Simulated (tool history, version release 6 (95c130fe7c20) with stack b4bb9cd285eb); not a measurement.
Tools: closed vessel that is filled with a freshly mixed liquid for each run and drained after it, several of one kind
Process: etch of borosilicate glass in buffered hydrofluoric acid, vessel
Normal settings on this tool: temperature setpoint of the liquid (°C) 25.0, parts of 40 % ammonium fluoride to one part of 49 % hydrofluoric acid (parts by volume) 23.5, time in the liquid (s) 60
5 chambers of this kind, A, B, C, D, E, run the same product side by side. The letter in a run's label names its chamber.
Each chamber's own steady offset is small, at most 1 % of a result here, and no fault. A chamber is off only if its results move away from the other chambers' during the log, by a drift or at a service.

| run | hour | temperature setpoint of the liquid (°C) | parts of 40 % ammonium fluoride to one part of 49 % hydrofluoric acid (parts by volume) | time in the liquid (s) | hours since the thermometer was replaced | hours since the hydrofluoric acid flow meter was replaced | read-back film thickness of the borosilicate glass reference wafer, read on the same gauge (nm) | thickness taken off the borosilicate glass on a monitor wafer (angstrom) |
|---|---|---|---|---|---|---|---|---|
| 1C | 5.9 | 25.0 | 23.5 | 60 | 211.6 | 359.1 | 40.021 | 357.91 |
| 2D | 16.3 | 25.0 | 23.5 | 60 | 827.1 | 417.1 | 39.997 | 358.63 |
| 3A | 23.9 | 25.0 | 23.5 | 60 | 874.4 | 689.9 | 39.999 | 358.54 |
| 4B | 32.5 | 25.0 | 23.5 | 60 | 1000.6 | 601.8 | 39.981 | 353.46 |
| 5E | 38.2 | 25.0 | 23.5 | 60 | 228.9 | 224.6 | 39.993 | 360.37 |
| 6C | 46.3 | 25.0 | 23.5 | 60 | 252.0 | 399.5 | 39.989 | 356.52 |
| 7A | 52.1 | 29.5 | 23.5 | 85 | 902.6 | 718.1 | 39.999 | 645.60 |
| 8D | 62.3 | 29.5 | 23.5 | 85 | 873.1 | 463.1 | 40.036 | 640.65 |
| 9E | 70.0 | 29.5 | 23.5 | 85 | 260.7 | 256.4 | 39.990 | 653.65 |
| 10B | 79.5 | 29.5 | 23.5 | 85 | 1047.6 | 648.8 | 39.989 | 648.47 |
| 11A | 91.7 | 29.5 | 23.5 | 85 | 942.2 | 757.7 | 39.979 | 648.44 |
| 12C | 102.6 | 25.0 | 23.5 | 60 | 308.3 | 455.8 | 40.022 | 359.33 |
|  | 104.2 | chamber C: hydrofluoric acid flow meter replaced |
| 13D | 111.4 | 25.0 | 23.5 | 60 | 922.2 | 512.2 | 39.985 | 357.27 |
| 14B | 116.7 | 25.0 | 23.5 | 60 | 1084.8 | 686.0 | 39.997 | 350.93 |
| 15E | 123.4 | 25.0 | 17.5 | 35 | 314.1 | 309.8 | 40.028 | 267.56 |
| 16D | 131.5 | 25.0 | 17.5 | 35 | 942.3 | 532.3 | 39.988 | 262.47 |
| 17A | 141.1 | 25.0 | 17.5 | 35 | 991.6 | 807.1 | 40.018 | 262.64 |
| 18E | 152.0 | 25.0 | 17.5 | 35 | 342.7 | 338.4 | 39.971 | 269.74 |
| 19B | 158.1 | 25.0 | 17.5 | 35 | 1126.2 | 727.4 | 39.991 | 266.03 |
| 20C | 165.8 | 25.0 | 23.5 | 60 | 371.5 | 61.7 | 39.992 | 357.88 |
| 21E | 177.0 | 25.0 | 23.5 | 60 | 367.7 | 363.4 | 40.023 | 358.58 |
| 22B | 184.2 | 25.0 | 23.5 | 60 | 1152.3 | 753.5 | 39.997 | 357.47 |
| 23C | 193.9 | 25.0 | 23.5 | 60 | 399.6 | 89.8 | 40.005 | 358.65 |
| 24A | 203.1 | 25.0 | 23.5 | 60 | 1053.6 | 869.1 | 39.976 | 344.64 |
| 25D | 208.7 | 25.0 | 23.5 | 60 | 1019.5 | 609.5 | 39.998 | 355.91 |
| 26D | 217.5 | 25.0 | 23.5 | 60 | 1028.3 | 618.3 | 39.983 | 356.25 |
| 27C | 227.9 | 25.0 | 23.5 | 60 | 433.6 | 123.8 | 40.006 | 356.58 |
| 28B | 235.4 | 25.0 | 23.5 | 60 | 1203.5 | 804.7 | 40.003 | 354.81 |
| 29A | 246.5 | 25.0 | 23.5 | 45 | 1097.0 | 912.5 | 39.998 | 254.10 |
| 30E | 258.2 | 25.0 | 23.5 | 45 | 448.9 | 444.6 | 40.015 | 269.95 |
| 31D | 269.3 | 25.0 | 23.5 | 45 | 1080.1 | 670.1 | 40.012 | 267.90 |

Read the log: is a single chamber off, either drifting away or since a service, is the gauge that measures every chamber drifting, or is nothing wrong beyond small per-chamber offsets? Name any odd chamber and what most likely caused it.

Chamber A drifts away from the others.
What lies behind it: liquid colder than its thermometer reads (K) = 1.23.
The log might look much the same if the cause were instead: hydrofluoric acid flow below the setpoint (%).

Below are 4 candidate recipes for chamber A's next run, each the usual settings with a change, their results shown as question marks. Which of them brings A's results back in line with what the other chambers give on the usual settings?
Counts as in line when no further than this from what the other chambers average on the usual settings: thickness taken off the borosilicate glass on a monitor wafer (angstrom) 6.40
| 32A-1 | 278.0 | 25.0 | 20.0 | 60 |  |  |  | ? |
| 32A-2 | 278.0 | 25.0 | 24.0 | 55 |  |  |  | ? |
| 32A-3 | 278.0 | 25.0 | 21.5 | 60 |  |  |  | ? |
| 32A-4 | 278.0 | 24.5 | 24.5 | 60 |  |  |  | ? |

What the other chambers average on the usual settings: thickness taken off the borosilicate glass on a monitor wafer (angstrom) 356.81
| run | thickness taken off the borosilicate glass on a monitor wafer (angstrom) |
|---|---|
| 32A-1 | 373.48 |
| 32A-2 | 301.97 |
| 32A-3 | 355.35 |
| 32A-4 | 315.93 |
It is 32A-3 that realigns the chamber with its peers.
